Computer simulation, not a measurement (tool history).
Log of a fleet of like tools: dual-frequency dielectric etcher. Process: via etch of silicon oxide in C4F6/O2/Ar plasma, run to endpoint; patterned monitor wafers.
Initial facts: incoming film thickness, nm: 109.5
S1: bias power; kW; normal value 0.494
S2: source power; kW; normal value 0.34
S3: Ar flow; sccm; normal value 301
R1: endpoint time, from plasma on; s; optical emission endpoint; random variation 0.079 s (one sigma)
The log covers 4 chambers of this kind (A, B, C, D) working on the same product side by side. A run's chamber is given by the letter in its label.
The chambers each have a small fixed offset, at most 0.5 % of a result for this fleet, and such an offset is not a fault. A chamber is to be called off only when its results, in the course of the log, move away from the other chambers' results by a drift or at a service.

run 1A hour=7.6 | S1=0.494 S2=0.34 S3=301 | R1=25.746
run 2D hour=18.7 | S1=0.494 S2=0.34 S3=301 | R1=25.6
run 3B hour=30.6 | S1=0.494 S2=0.34 S3=301 | R1=25.849
run 4C hour=42.6 | S1=0.494 S2=0.34 S3=301 | R1=25.578
run 5D hour=53.5 | S1=0.494 S2=0.34 S3=301 | R1=25.644
run 6B hour=63.3 | S1=0.494 S2=0.34 S3=301 | R1=25.739
run 7A hour=74.1 | S1=0.494 S2=0.34 S3=301 | R1=25.63
run 8C hour=85.4 | S1=0.494 S2=0.34 S3=301 | R1=25.69
run 9D hour=95.3 | S1=0.494 S2=0.34 S3=301 | R1=25.575
run 10A hour=107.6 | S1=0.494 S2=0.34 S3=301 | R1=25.637
run 11B hour=118.9 | S1=0.494 S2=0.34 S3=301 | R1=25.783
-- hour=119.8 chamber A: wet clean of the chamber
run 12C hour=130.2 | S1=0.494 S2=0.34 S3=275 | R1=25.416
run 13D hour=140.8 | S1=0.494 S2=0.34 S3=275 | R1=25.246
run 14A hour=150.7 | S1=0.494 S2=0.34 S3=275 | R1=25.443
run 15B hour=162.2 | S1=0.494 S2=0.34 S3=275 | R1=25.572
run 16C hour=174.3 | S1=0.494 S2=0.34 S3=301 | R1=25.674
run 17D hour=184.4 | S1=0.494 S2=0.34 S3=301 | R1=25.719
-- hour=186.5 chamber C: wet clean of the chamber
run 18A hour=194.1 | S1=0.494 S2=0.34 S3=301 | R1=25.568
run 19B hour=207.7 | S1=0.403 S2=0.4 S3=301 | R1=26.198
run 20C hour=213.8 | S1=0.403 S2=0.4 S3=301 | R1=26.009
run 21D hour=225.1 | S1=0.403 S2=0.4 S3=301 | R1=26.003
run 22C hour=232.3 | S1=0.403 S2=0.4 S3=301 | R1=26.076
run 23B hour=244 | S1=0.494 S2=0.34 S3=301 | R1=25.903
run 24A hour=252.5 | S1=0.494 S2=0.34 S3=301 | R1=25.66
run 25A hour=260 | S1=0.494 S2=0.34 S3=301 | R1=25.702
run 26B hour=268.4 | S1=0.494 S2=0.34 S3=301 | R1=25.983
run 27C hour=280.6 | S1=0.494 S2=0.39 S3=351 | R1=24.893
-- hour=286.7 chamber D: source power generator calibrated
run 28D hour=287.9 | S1=0.494 S2=0.39 S3=351 | R1=24.762
run 29D hour=295.3 | S1=0.494 S2=0.39 S3=351 | R1=24.739
run 30B hour=307.3 | S1=0.494 S2=0.39 S3=351 | R1=25.017
-- hour=316.6 chamber A: bias power generator calibrated
run 31A hour=317.1 | S1=0.494 S2=0.34 S3=301 | R1=25.747
run 32C hour=323.5 | S1=0.494 S2=0.34 S3=301 | R1=25.768
run 33A hour=334.6 | S1=0.494 S2=0.31 S3=230 | R1=25.618
run 34C hour=343 | S1=0.494 S2=0.31 S3=230 | R1=25.796
-- hour=348.2 chamber B: wet clean of the chamber
run 35D hour=351.9 | S1=0.494 S2=0.31 S3=230 | R1=25.789
run 36B hour=359.7 | S1=0.494 S2=0.31 S3=230 | R1=25.833
run 37A hour=366.7 | S1=0.494 S2=0.34 S3=301 | R1=25.772
run 38D hour=375.2 | S1=0.494 S2=0.34 S3=301 | R1=25.699

All chambers now run identical settings, listed one chamber a line with results as question marks. What results will each chamber show?
run 39A hour=385 | S1=0.494 S2=0.34 S3=301 | R1=?
run 39B hour=385 | S1=0.494 S2=0.34 S3=301 | R1=?
run 39C hour=385 | S1=0.494 S2=0.34 S3=301 | R1=?
run 39D hour=385 | S1=0.494 S2=0.34 S3=301 | R1=?

run=39A R1=25.718
run=39B R1=25.793
run=39C R1=25.745
run=39D R1=25.611

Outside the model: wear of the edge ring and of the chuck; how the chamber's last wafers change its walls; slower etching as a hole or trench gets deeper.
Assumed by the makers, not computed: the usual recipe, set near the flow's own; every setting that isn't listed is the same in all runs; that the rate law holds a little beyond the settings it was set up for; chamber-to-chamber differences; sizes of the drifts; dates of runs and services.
